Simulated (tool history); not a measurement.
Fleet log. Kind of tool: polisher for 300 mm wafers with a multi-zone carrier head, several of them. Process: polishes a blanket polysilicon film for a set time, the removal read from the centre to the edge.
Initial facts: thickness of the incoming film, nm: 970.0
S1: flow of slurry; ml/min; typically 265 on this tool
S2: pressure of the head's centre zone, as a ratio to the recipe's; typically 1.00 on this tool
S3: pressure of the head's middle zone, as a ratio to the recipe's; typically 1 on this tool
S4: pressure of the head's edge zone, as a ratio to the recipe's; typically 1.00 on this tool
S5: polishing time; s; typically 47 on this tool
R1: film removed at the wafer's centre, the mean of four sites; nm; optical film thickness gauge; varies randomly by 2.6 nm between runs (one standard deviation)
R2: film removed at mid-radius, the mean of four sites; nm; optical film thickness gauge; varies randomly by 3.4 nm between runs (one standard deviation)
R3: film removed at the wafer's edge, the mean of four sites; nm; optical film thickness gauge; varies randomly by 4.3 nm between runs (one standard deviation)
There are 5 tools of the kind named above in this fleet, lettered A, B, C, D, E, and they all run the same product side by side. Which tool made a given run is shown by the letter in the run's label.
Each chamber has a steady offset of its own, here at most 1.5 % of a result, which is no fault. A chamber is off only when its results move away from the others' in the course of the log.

Run 1C, day 0.267: usual settings. Result: R1 408.56 nm, R2 401.73 nm, R3 407.58 nm.
Run 2A, day 0.696: usual settings. Result: R1 394.47 nm, R2 405.87 nm, R3 400.75 nm.
Run 3D, day 1.117: usual settings. Result: R1 405.78 nm, R2 412.58 nm, R3 406.95 nm.
Run 4B, day 1.542: usual settings. Result: R1 401.08 nm, R2 401.69 nm, R3 403.71 nm.
At day 1.579: chamber C: worn pad replaced by a new one.
At day 1.796: chamber A: worn pad replaced by a new one.
Run 5E, day 2.025: usual settings. Result: R1 396.19 nm, R2 406.39 nm, R3 406.27 nm.
Run 6E, day 2.462: usual settings. Result: R1 395.43 nm, R2 406.81 nm, R3 412.07 nm.
At day 2.492: chamber E: worn pad replaced by a new one.
Run 7A, day 2.688: usual settings. Result: R1 395.74 nm, R2 404.11 nm, R3 396.19 nm.
Run 8C, day 3.083: usual settings. Result: R1 403.89 nm, R2 396.47 nm, R3 396.96 nm.
Run 9D, day 3.425: usual settings. Result: R1 395.60 nm, R2 399.31 nm, R3 394.94 nm.
Run 10B, day 3.712: usual settings. Result: R1 399.61 nm, R2 394.86 nm, R3 396.54 nm.
Run 11A, day 3.958: usual settings. Result: R1 402.53 nm, R2 406.04 nm, R3 403.80 nm.
Run 12E, day 4.346: usual settings. Result: R1 403.79 nm, R2 406.33 nm, R3 398.20 nm.
Run 13C, day 4.575: usual settings. Result: R1 409.43 nm, R2 399.50 nm, R3 407.66 nm.
At day 4.583: chamber C: worn pad replaced by a new one.
Run 14D, day 4.888: usual settings. Result: R1 395.92 nm, R2 404.74 nm, R3 402.85 nm.
Run 15B, day 5.196: usual settings. Result: R1 399.40 nm, R2 397.15 nm, R3 401.65 nm.
At day 5.512: chamber D: worn pad replaced by a new one.
Run 16B, day 5.688: usual settings. Result: R1 397.58 nm, R2 395.42 nm, R3 411.31 nm.
Run 17D, day 5.942: usual settings. Result: R1 397.12 nm, R2 405.79 nm, R3 399.66 nm.
At day 6.125: chamber A: worn pad replaced by a new one.
Run 18E, day 6.229: usual settings. Result: R1 397.34 nm, R2 400.15 nm, R3 394.03 nm.
Run 19C, day 6.712: usual settings. Result: R1 407.73 nm, R2 407.07 nm, R3 401.02 nm.
At day 6.942: chamber E: worn pad replaced by a new one.
Run 20A, day 7.121: usual settings. Result: R1 400.66 nm, R2 411.78 nm, R3 403.76 nm.
At day 7.354: chamber C: slurry nozzle cleaned.
Run 21C, day 7.588: usual settings. Result: R1 409.33 nm, R2 398.84 nm, R3 408.62 nm.
At day 7.604: chamber C: worn pad replaced by a new one.
At day 7.742: chamber D: slurry nozzle cleaned.
Run 22E, day 8.079: usual settings. Result: R1 394.74 nm, R2 402.52 nm, R3 406.54 nm.
Run 23D, day 8.321: usual settings. Result: R1 395.17 nm, R2 408.10 nm, R3 407.66 nm.
Run 24A, day 8.658: usual settings. Result: R1 396.80 nm, R2 404.56 nm, R3 401.89 nm.
Run 25B, day 9.071: usual settings but S2 1.11, S4 0.92. Result: R1 435.30 nm, R2 388.85 nm, R3 377.48 nm.
Run 26A, day 9.517: usual settings but S2 1.11, S4 0.92. Result: R1 448.72 nm, R2 399.73 nm, R3 383.65 nm.
Run 27E, day 10.017: usual settings but S2 1.11, S4 0.92. Result: R1 441.60 nm, R2 395.75 nm, R3 391.18 nm.
At day 10.208: chamber A: worn pad replaced by a new one.
Run 28D, day 10.408: usual settings but S2 1.11, S4 0.92. Result: R1 448.24 nm, R2 406.53 nm, R3 393.05 nm.
Run 29B, day 10.683: usual settings but S2 1.11, S4 0.92. Result: R1 430.83 nm, R2 393.40 nm, R3 375.87 nm.
At day 10.858: chamber C: worn pad replaced by a new one.
Run 30C, day 10.921: usual settings but S2 1.10, S4 1.12. Result: R1 452.14 nm, R2 408.94 nm, R3 425.82 nm.
Run 31D, day 11.242: usual settings but S2 1.10, S4 1.12. Result: R1 439.29 nm, R2 402.86 nm, R3 427.68 nm.
Run 32A, day 11.496: usual settings but S2 1.10, S4 1.12. Result: R1 444.98 nm, R2 404.50 nm, R3 428.92 nm.
At day 11.838: chamber E: worn pad replaced by a new one.
At day 11.875: chamber C: edge zone pressure recalibrated.
Run 33C, day 11.983: usual settings but S2 1.10, S4 1.12. Result: R1 453.46 nm, R2 405.97 nm, R3 431.95 nm.
Run 34E, day 12.250: usual settings but S2 1.10, S4 1.12. Result: R1 445.64 nm, R2 404.97 nm, R3 429.57 nm.
Run 35B, day 12.762: usual settings. Result: R1 381.81 nm, R2 378.90 nm, R3 394.04 nm.
Run 36B, day 13.175: usual settings. Result: R1 375.23 nm, R2 383.92 nm, R3 385.74 nm.
Run 37C, day 13.667: usual settings. Result: R1 405.54 nm, R2 401.12 nm, R3 403.76 nm.
Run 38A, day 13.962: usual settings. Result: R1 403.33 nm, R2 404.65 nm, R3 401.37 nm.

Is one chamber out of step, is the gauge drifting, or do the chambers differ by no more than their own small offsets? For an off chamber, give its letter and the likeliest cause.

One chamber, B, drifts off from the rest bit by bit.
Most likely cause: removal rate lost through wear of the pad, % = 5.28.
From this log alone, it may not be told apart from: slurry flow missing at the pad, %.

Chamber B could run next with any of the 4 candidate recipes listed below; each alters the usual settings, and their results appear as question marks. Which one brings its results back in line with what the other chambers deliver on the usual settings?
In line means no further than this from the other chambers' mean on the usual settings: R1 9.10 nm; R2 12.00 nm; R3 15.00 nm
Run 39B-1, day 14.333: usual settings but S1 270 ml/min, S2 1.01, S3 1.01, S4 0.99, S5 49 s. Result: R1 ?, R2 ?, R3 ?.
Run 39B-2, day 14.333: usual settings but S5 48 s. Result: R1 ?, R2 ?, R3 ?.
Run 39B-3, day 14.333: usual settings but S1 260 ml/min, S2 0.99, S3 0.99, S4 1.01, S5 45 s. Result: R1 ?, R2 ?, R3 ?.
Run 39B-4, day 14.333: usual settings but S5 46 s. Result: R1 ?, R2 ?, R3 ?.

Mean of the other chambers on the usual settings: R1 400.06 nm; R2 403.29 nm; R3 401.14 nm
  run      R1      R2      R3
39B-1  399.61  399.03  397.50
39B-2  386.30  386.62  390.91
39B-3  357.32  358.44  367.87
39B-4  370.21  370.51  374.62
39B-1 puts the chamber back in line with the other chambers.

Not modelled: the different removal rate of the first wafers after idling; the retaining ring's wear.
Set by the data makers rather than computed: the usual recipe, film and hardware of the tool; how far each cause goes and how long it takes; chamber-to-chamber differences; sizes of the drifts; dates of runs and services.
